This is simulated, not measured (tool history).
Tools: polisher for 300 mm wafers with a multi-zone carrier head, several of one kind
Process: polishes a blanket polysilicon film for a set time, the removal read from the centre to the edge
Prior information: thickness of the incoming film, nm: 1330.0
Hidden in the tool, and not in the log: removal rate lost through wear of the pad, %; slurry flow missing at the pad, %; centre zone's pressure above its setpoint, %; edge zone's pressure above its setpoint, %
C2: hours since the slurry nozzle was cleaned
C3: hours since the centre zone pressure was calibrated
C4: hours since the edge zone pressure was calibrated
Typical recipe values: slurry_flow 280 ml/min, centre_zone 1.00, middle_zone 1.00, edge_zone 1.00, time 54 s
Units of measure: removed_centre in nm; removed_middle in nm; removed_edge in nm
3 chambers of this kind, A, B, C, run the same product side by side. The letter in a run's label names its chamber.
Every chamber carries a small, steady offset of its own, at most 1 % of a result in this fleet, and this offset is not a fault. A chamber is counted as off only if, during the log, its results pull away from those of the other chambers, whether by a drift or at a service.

Run 1B, hour 8.4: usual settings; wafers polished on this pad 881; C2 349.9; C3 430.5; C4 31.2. Result: removed_centre 319.10 nm, removed_middle 311.80 nm, removed_edge 307.69 nm.
Run 2A, hour 12.4: usual settings; wafers polished on this pad 823; C2 69.8; C3 49.2; C4 612.1. Result: removed_centre 318.73 nm, removed_middle 313.15 nm, removed_edge 312.25 nm.
Run 3C, hour 16.5: usual settings; wafers polished on this pad 451; C2 163.7; C3 500.8; C4 684.1. Result: removed_centre 316.59 nm, removed_middle 315.36 nm, removed_edge 313.65 nm.
At hour 22.4: chamber A: worn pad replaced by a new one.
Run 4C, hour 22.8: usual settings; wafers polished on this pad 507; C2 170.0; C3 507.1; C4 690.4. Result: removed_centre 314.05 nm, removed_middle 313.96 nm, removed_edge 312.03 nm.
Run 5A, hour 27.0: usual settings; wafers polished on this pad 41; C2 84.4; C3 63.8; C4 626.7. Result: removed_centre 315.60 nm, removed_middle 308.98 nm, removed_edge 310.05 nm.
At hour 27.2: chamber C: worn pad replaced by a new one.
Run 6B, hour 34.0: usual settings; wafers polished on this pad 1109; C2 375.5; C3 456.1; C4 56.8. Result: removed_centre 320.11 nm, removed_middle 313.34 nm, removed_edge 311.36 nm.
Run 7C, hour 41.2: usual settings; wafers polished on this pad 124; C2 188.4; C3 525.5; C4 708.8. Result: removed_centre 311.60 nm, removed_middle 313.03 nm, removed_edge 310.53 nm.
Run 8B, hour 48.0: usual settings; wafers polished on this pad 1233; C2 389.5; C3 470.1; C4 70.8. Result: removed_centre 304.93 nm, removed_middle 308.21 nm, removed_edge 310.62 nm.
Run 9A, hour 53.9: usual settings; wafers polished on this pad 280; C2 111.3; C3 90.7; C4 653.6. Result: removed_centre 310.67 nm, removed_middle 311.85 nm, removed_edge 304.76 nm.
Run 10C, hour 60.8: usual settings but time 38 s; wafers polished on this pad 299; C2 208.0; C3 545.1; C4 728.4. Result: removed_centre 218.43 nm, removed_middle 217.54 nm, removed_edge 218.49 nm.
At hour 62.2: chamber B: worn pad replaced by a new one.
Run 11B, hour 69.3: usual settings but time 38 s; wafers polished on this pad 63; C2 410.8; C3 491.4; C4 92.1. Result: removed_centre 225.11 nm, removed_middle 221.34 nm, removed_edge 216.17 nm.
Run 12A, hour 76.4: usual settings but time 38 s; wafers polished on this pad 480; C2 133.8; C3 113.2; C4 676.1. Result: removed_centre 228.37 nm, removed_middle 218.25 nm, removed_edge 219.14 nm.
Run 13C, hour 81.7: usual settings; wafers polished on this pad 484; C2 228.9; C3 566.0; C4 749.3. Result: removed_centre 325.01 nm, removed_middle 311.67 nm, removed_edge 310.94 nm.
Run 14A, hour 88.6: usual settings; wafers polished on this pad 588; C2 146.0; C3 125.4; C4 688.3. Result: removed_centre 311.54 nm, removed_middle 313.24 nm, removed_edge 309.57 nm.
At hour 92.9: chamber C: worn pad replaced by a new one.
Run 15B, hour 96.5: usual settings but centre_zone 0.92; wafers polished on this pad 304; C2 438.0; C3 518.6; C4 119.3. Result: removed_centre 286.54 nm, removed_middle 313.45 nm, removed_edge 310.58 nm.
Run 16A, hour 103.1: usual settings but centre_zone 0.92; wafers polished on this pad 717; C2 160.5; C3 139.9; C4 702.8. Result: removed_centre 291.31 nm, removed_middle 311.47 nm, removed_edge 307.32 nm.
Run 17B, hour 107.7: usual settings but centre_zone 0.92; wafers polished on this pad 404; C2 449.2; C3 529.8; C4 130.5. Result: removed_centre 290.14 nm, removed_middle 316.43 nm, removed_edge 309.73 nm.
Run 18C, hour 112.0: usual settings; wafers polished on this pad 170; C2 259.2; C3 596.3; C4 779.6. Result: removed_centre 318.91 nm, removed_middle 307.73 nm, removed_edge 314.88 nm.
Run 19B, hour 119.3: usual settings; wafers polished on this pad 507; C2 460.8; C3 541.4; C4 142.1. Result: removed_centre 320.11 nm, removed_middle 314.33 nm, removed_edge 312.94 nm.
Run 20C, hour 127.3: usual settings; wafers polished on this pad 306; C2 274.5; C3 611.6; C4 794.9. Result: removed_centre 317.28 nm, removed_middle 305.43 nm, removed_edge 314.41 nm.
At hour 132.5: chamber A: worn pad replaced by a new one.
Run 21A, hour 135.1: usual settings; wafers polished on this pad 23; C2 192.5; C3 171.9; C4 734.8. Result: removed_centre 312.36 nm, removed_middle 308.57 nm, removed_edge 311.43 nm.
Run 22B, hour 141.5: usual settings; wafers polished on this pad 704; C2 483.0; C3 563.6; C4 164.3. Result: removed_centre 308.65 nm, removed_middle 311.45 nm, removed_edge 313.93 nm.
Run 23A, hour 147.4: usual settings; wafers polished on this pad 133; C2 204.8; C3 184.2; C4 747.1. Result: removed_centre 318.39 nm, removed_middle 310.44 nm, removed_edge 310.48 nm.
Run 24C, hour 152.5: usual settings; wafers polished on this pad 530; C2 299.7; C3 636.8; C4 820.1. Result: removed_centre 317.71 nm, removed_middle 305.34 nm, removed_edge 309.02 nm.
Run 25A, hour 159.0: usual settings; wafers polished on this pad 236; C2 216.4; C3 195.8; C4 758.7. Result: removed_centre 316.67 nm, removed_middle 314.30 nm, removed_edge 309.93 nm.
At hour 159.8: chamber C: worn pad replaced by a new one.
Run 26B, hour 166.3: usual settings; wafers polished on this pad 924; C2 507.8; C3 588.4; C4 189.1. Result: removed_centre 315.37 nm, removed_middle 318.50 nm, removed_edge 311.85 nm.
Run 27C, hour 170.6: usual settings but edge_zone 0.94; wafers polished on this pad 96; C2 317.8; C3 654.9; C4 838.2. Result: removed_centre 314.72 nm, removed_middle 303.13 nm, removed_edge 302.15 nm.
Run 28A, hour 174.7: usual settings but edge_zone 0.94; wafers polished on this pad 375; C2 232.1; C3 211.5; C4 774.4. Result: removed_centre 316.97 nm, removed_middle 315.02 nm, removed_edge 302.17 nm.
Run 29B, hour 179.2: usual settings but edge_zone 0.94; wafers polished on this pad 1039; C2 520.7; C3 601.3; C4 202.0. Result: removed_centre 319.32 nm, removed_middle 310.34 nm, removed_edge 299.77 nm.
Run 30C, hour 185.8: usual settings; wafers polished on this pad 231; C2 333.0; C3 670.1; C4 853.4. Result: removed_centre 314.54 nm, removed_middle 313.29 nm, removed_edge 311.27 nm.
Run 31A, hour 192.4: usual settings but middle_zone 1.05; wafers polished on this pad 532; C2 249.8; C3 229.2; C4 792.1. Result: removed_centre 309.85 nm, removed_middle 318.91 nm, removed_edge 308.66 nm.
Run 32C, hour 200.8: usual settings but middle_zone 1.05; wafers polished on this pad 364; C2 348.0; C3 685.1; C4 868.4. Result: removed_centre 316.61 nm, removed_middle 333.44 nm, removed_edge 310.26 nm.
Run 33B, hour 205.2: usual settings but middle_zone 1.05; wafers polished on this pad 1270; C2 546.7; C3 627.3; C4 228.0. Result: removed_centre 317.22 nm, removed_middle 330.49 nm, removed_edge 313.90 nm.
Run 34B, hour 213.0: usual settings; wafers polished on this pad 1339; C2 554.5; C3 635.1; C4 235.8. Result: removed_centre 317.25 nm, removed_middle 314.63 nm, removed_edge 309.41 nm.
At hour 221.0: chamber B: worn pad replaced by a new one.
Run 35A, hour 221.6: usual settings; wafers polished on this pad 792; C2 279.0; C3 258.4; C4 821.3. Result: removed_centre 318.04 nm, removed_middle 310.66 nm, removed_edge 312.32 nm.
Run 36C, hour 225.9: usual settings; wafers polished on this pad 587; C2 373.1; C3 710.2; C4 893.5. Result: removed_centre 319.62 nm, removed_middle 309.33 nm, removed_edge 309.97 nm.
At hour 228.2: chamber C: worn pad replaced by a new one.
At hour 228.3: chamber C: edge zone pressure recalibrated.
Run 37A, hour 230.3: usual settings; wafers polished on this pad 869; C2 287.7; C3 267.1; C4 830.0. Result: removed_centre 320.13 nm, removed_middle 310.23 nm, removed_edge 310.52 nm.
Run 38C, hour 235.6: usual settings; wafers polished on this pad 66; C2 382.8; C3 719.9; C4 7.4. Result: removed_centre 316.81 nm, removed_middle 315.97 nm, removed_edge 308.93 nm.
Run 39B, hour 243.8: usual settings; wafers polished on this pad 203; C2 585.3; C3 665.9; C4 266.6. Result: removed_centre 316.53 nm, removed_middle 308.69 nm, removed_edge 309.26 nm.
At hour 244.9: chamber A: worn pad replaced by a new one.
Run 40B, hour 249.5: usual settings; wafers polished on this pad 253; C2 591.0; C3 671.6; C4 272.3. Result: removed_centre 314.25 nm, removed_middle 316.71 nm, removed_edge 316.58 nm.
Run 41C, hour 255.4: usual settings; wafers polished on this pad 242; C2 402.6; C3 739.7; C4 27.2. Result: removed_centre 315.34 nm, removed_middle 311.05 nm, removed_edge 311.36 nm.
Run 42A, hour 260.1: usual settings; wafers polished on this pad 135; C2 317.5; C3 296.9; C4 859.8. Result: removed_centre 310.39 nm, removed_middle 308.87 nm, removed_edge 303.08 nm.
Run 43C, hour 266.8: usual settings but centre_zone 1.08, middle_zone 1.09; wafers polished on this pad 343; C2 414.0; C3 751.1; C4 38.6. Result: removed_centre 343.13 nm, removed_middle 333.96 nm, removed_edge 312.62 nm.

Next, every chamber runs the same settings. What will each give?
Run 44A, hour 273.3: usual settings but centre_zone 0.90. Result: removed_centre ?, removed_middle ?, removed_edge ?.
Run 44B, hour 273.3: usual settings but centre_zone 0.90. Result: removed_centre ?, removed_middle ?, removed_edge ?.
Run 44C, hour 273.3: usual settings but centre_zone 0.90. Result: removed_centre ?, removed_middle ?, removed_edge ?.

run  removed_centre  removed_middle  removed_edge
44A          279.92          310.52        311.80
44B          281.66          315.28        311.77
44C          276.96          309.85        308.22
